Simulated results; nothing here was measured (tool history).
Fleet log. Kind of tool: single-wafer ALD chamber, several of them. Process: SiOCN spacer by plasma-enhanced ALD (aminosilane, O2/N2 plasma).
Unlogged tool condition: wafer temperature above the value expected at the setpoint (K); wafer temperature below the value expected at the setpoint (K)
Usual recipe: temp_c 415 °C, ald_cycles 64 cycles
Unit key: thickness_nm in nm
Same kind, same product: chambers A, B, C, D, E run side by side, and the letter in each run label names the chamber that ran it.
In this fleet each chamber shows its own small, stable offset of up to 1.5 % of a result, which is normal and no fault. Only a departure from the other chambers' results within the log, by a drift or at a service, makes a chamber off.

run   hour  temp_c  ald_cycles  hours since the last thermocouple change  read-back reference wafer on the same gauge, thickness_nm  thickness_nm
 1C    8.2     415          64                                    1651.2                                                     3.6996        3.7277
 2D   13.2     415          64                                     112.5                                                      3.698        3.7012
 3A   20.1     415          64                                    1109.4                                                     3.6984        3.6837
 4B   28.2     415          64                                     987.6                                                     3.6965        3.6915
 5E   36.4     415          64                                    1413.2                                                     3.6954        3.7019
 6A   44.3     415          64                                    1133.6                                                     3.6961        3.6815
 7D   48.8     415          64                                     148.1                                                     3.6959        3.6957
 8E   57.4     415          56                                    1434.2                                                     3.6929        3.2327
 9B   64.7     415          56                                    1024.1                                                     3.6937        3.2323
10C     71     415          56                                      1714                                                     3.6933        3.2604
11C   75.6     415          56                                    1718.6                                                     3.6908          3.25
12A   81.3     415          56                                    1170.6                                                     3.6915        3.2099
13B   88.3     415          64                                    1047.7                                                      3.691        3.6909
14E   95.1     415          64                                    1471.9                                                     3.6897        3.6939
15D  103.6     415          64                                     202.9                                                     3.6897        3.6904
16A  111.7     415          64                                      1201                                                     3.6873        3.6767
17C  117.1     415          64                                    1760.1                                                     3.6876        3.7129
18E  126.1     403          72                                    1502.9                                                     3.6864         4.307
19B  132.7     403          72                                    1092.1                                                     3.6859        4.3015
20D  139.8     403          72                                     239.1                                                     3.6853         4.301
21B  147.4     403          72                                    1106.8                                                     3.6844        4.3029
22C  155.3     403          72                                    1798.3                                                     3.6841        4.3321
23D  160.8     415          64                                     260.1                                                     3.6831        3.6817
24E    165     415          64                                    1541.8                                                     3.6822        3.6816
25A  172.2     415          64                                    1261.5                                                      3.683        3.6688
26A    177     415          64                                    1266.3                                                     3.6805        3.6655
27D  181.6     426          64                                     280.9                                                     3.6806        3.5671
28E  189.1     426          64                                    1565.9                                                     3.6814        3.5604
29C  196.1     426          64                                    1839.1                                                     3.6792         3.578
30B  200.9     426          64                                    1160.3                                                     3.6792        3.5402
31E  209.6     426          64                                    1586.4                                                     3.6778        3.5508

Each of the 5 chambers runs these same settings next. Fill in every chamber's results:
32A  216.2     415          64                                                                                                                  ?
32B  216.2     415          64                                                                                                                  ?
32C  216.2     415          64                                                                                                                  ?
32D  216.2     415          64                                                                                                                  ?
32E  216.2     415          64                                                                                                                  ?

run  thickness_nm
32A        3.6603
32B        3.6658
32C        3.7007
32D        3.6866
32E        3.6857
